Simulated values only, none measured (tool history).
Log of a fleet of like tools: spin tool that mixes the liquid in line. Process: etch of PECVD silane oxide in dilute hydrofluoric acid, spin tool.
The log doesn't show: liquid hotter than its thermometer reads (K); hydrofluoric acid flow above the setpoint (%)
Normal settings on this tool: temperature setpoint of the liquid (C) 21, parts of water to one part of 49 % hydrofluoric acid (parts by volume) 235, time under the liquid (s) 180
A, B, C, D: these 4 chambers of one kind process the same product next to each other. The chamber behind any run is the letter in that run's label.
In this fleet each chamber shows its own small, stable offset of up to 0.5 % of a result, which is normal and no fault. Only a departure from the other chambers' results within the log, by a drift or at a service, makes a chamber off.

run   hour  temperature setpoint of the liquid (C)  parts of water to one part of 49 % hydrofluoric acid (parts by volume)  time under the liquid (s)  hours since the thermometer was replaced  hours since the hydrofluoric acid flow meter was replaced  read-back film thickness of the PECVD silane oxide reference wafer, read on the same gauge (nm)  thickness taken off the PECVD silane oxide on a monitor wafer (Å)
 1B    7.2                                      21                                                                     235                        180                                    1380.1                                                      611.9                                                                                           120.01                                                             110.68
 2A   17.9                                      21                                                                     235                        180                                     934.2                                                      147.2                                                                                              120                                                             111.37
 3C   30.7                                      21                                                                     235                        180                                       352                                                     1061.4                                                                                           119.99                                                             111.88
 4D   43.9                                      21                                                                     235                        180                                    1107.9                                                     1027.2                                                                                           119.99                                                             111.69
 5D   52.9                                      21                                                                     235                        180                                    1116.9                                                     1036.2                                                                                              120                                                             112.05
 6B   60.3                                      21                                                                     235                        180                                    1433.2                                                        665                                                                                           119.98                                                             110.82
 7C   72.4                                      21                                                                     235                        180                                     393.7                                                     1103.1                                                                                           119.98                                                             112.03
 8A   84.1                                      21                                                                     235                        180                                    1000.4                                                      213.4                                                                                              120                                                             112.47
 9A   98.8                                      23                                                                     235                        130                                    1015.1                                                      228.1                                                                                              120                                                             86.789
       100  -- chamber B: thermometer replaced
10C  108.5                                      23                                                                     235                        130                                     429.8                                                     1139.2                                                                                           119.99                                                             87.635
11D  115.1                                      23                                                                     235                        130                                    1179.1                                                     1098.4                                                                                           119.99                                                             88.105
12B  123.3                                      23                                                                     235                        130                                      23.4                                                        728                                                                                           119.98                                                             85.819
13C  138.4                                      21                                                                     235                        180                                     459.7                                                     1169.1                                                                                              120                                                             112.67
14A  153.3                                      21                                                                     235                        180                                    1069.6                                                      282.6                                                                                           119.99                                                             109.17
15D    167                                      21                                                                     235                        180                                      1231                                                     1150.3                                                                                           119.99                                                             110.52
16B  173.8                                      19                                                                     235                        180                                      73.9                                                      778.5                                                                                           119.99                                                             102.01
17B  186.8                                      19                                                                     235                        180                                      86.9                                                      791.5                                                                                           119.99                                                              104.3
     194.1  -- chamber D: thermometer replaced
18D  200.1                                      19                                                                     235                        180                                       6.1                                                     1183.4                                                                                              120                                                             103.87
19A  211.3                                      19                                                                     235                        180                                    1127.6                                                      340.6                                                                                              120                                                              104.1
20C  221.4                                      21                                                                     235                        180                                     542.7                                                     1252.1                                                                                           119.99                                                             115.92
21C  228.4                                      21                                                                     235                        180                                     549.7                                                     1259.1                                                                                              120                                                              116.3
22D  237.2                                      21                                                                     170                        180                                      43.2                                                     1220.5                                                                                              120                                                             163.33
23A    247                                      21                                                                     170                        180                                    1163.3                                                      376.3                                                                                           119.99                                                              162.5
24B  253.7                                      21                                                                     170                        180                                     153.8                                                      858.4                                                                                              120                                                             166.85
25B  262.9                                      21                                                                     170                        180                                       163                                                      867.6                                                                                           119.99                                                             166.22
26A  276.9                                      21                                                                     235                        180                                    1193.2                                                      406.2                                                                                           119.99                                                             113.61
27C  284.6                                      21                                                                     235                        180                                     605.9                                                     1315.3                                                                                           120.01                                                             119.26
28D  296.8                                      21                                                                     235                        180                                     102.8                                                     1280.1                                                                                           119.99                                                             110.31

Read the log: is a single chamber off, either drifting away or since a service, is the gauge that measures every chamber drifting, or is nothing wrong beyond small per-chamber offsets? Name any odd chamber and what most likely caused it.

Chamber C drifts away from the others.
Cause: liquid hotter than its thermometer reads (K) = 1.67.
From this log alone, it may not be told apart from: hydrofluoric acid flow above the setpoint (%).

Below are 4 candidate recipes for chamber C's next run, each the usual settings with a change, their results shown as question marks. Which of them brings C's results back in line with what the other chambers give on the usual settings?
In-line tolerance around the mean of the other chambers on the usual settings: thickness taken off the PECVD silane oxide on a monitor wafer (Å) 3.6
29C-1  307.6                                      21                                                                     235                        205                                                                                                                                                                                                                                                                        ?
29C-2  307.6                                      21                                                                     235                        190                                                                                                                                                                                                                                                                        ?
29C-3  307.6                                      21                                                                     250                        170                                                                                                                                                                                                                                                                        ?
29C-4  307.6                                      21                                                                     235                        170                                                                                                                                                                                                                                                                        ?

Mean of the other chambers on the usual settings: thickness taken off the PECVD silane oxide on a monitor wafer (Å) 111.43
  run  thickness taken off the PECVD silane oxide on a monitor wafer (Å)
29C-1                                                             136.04
29C-2                                                             126.08
29C-3                                                             104.55
29C-4                                                             112.81
The answer is 29C-4, which returns the chamber to within the allowed miss of the others.

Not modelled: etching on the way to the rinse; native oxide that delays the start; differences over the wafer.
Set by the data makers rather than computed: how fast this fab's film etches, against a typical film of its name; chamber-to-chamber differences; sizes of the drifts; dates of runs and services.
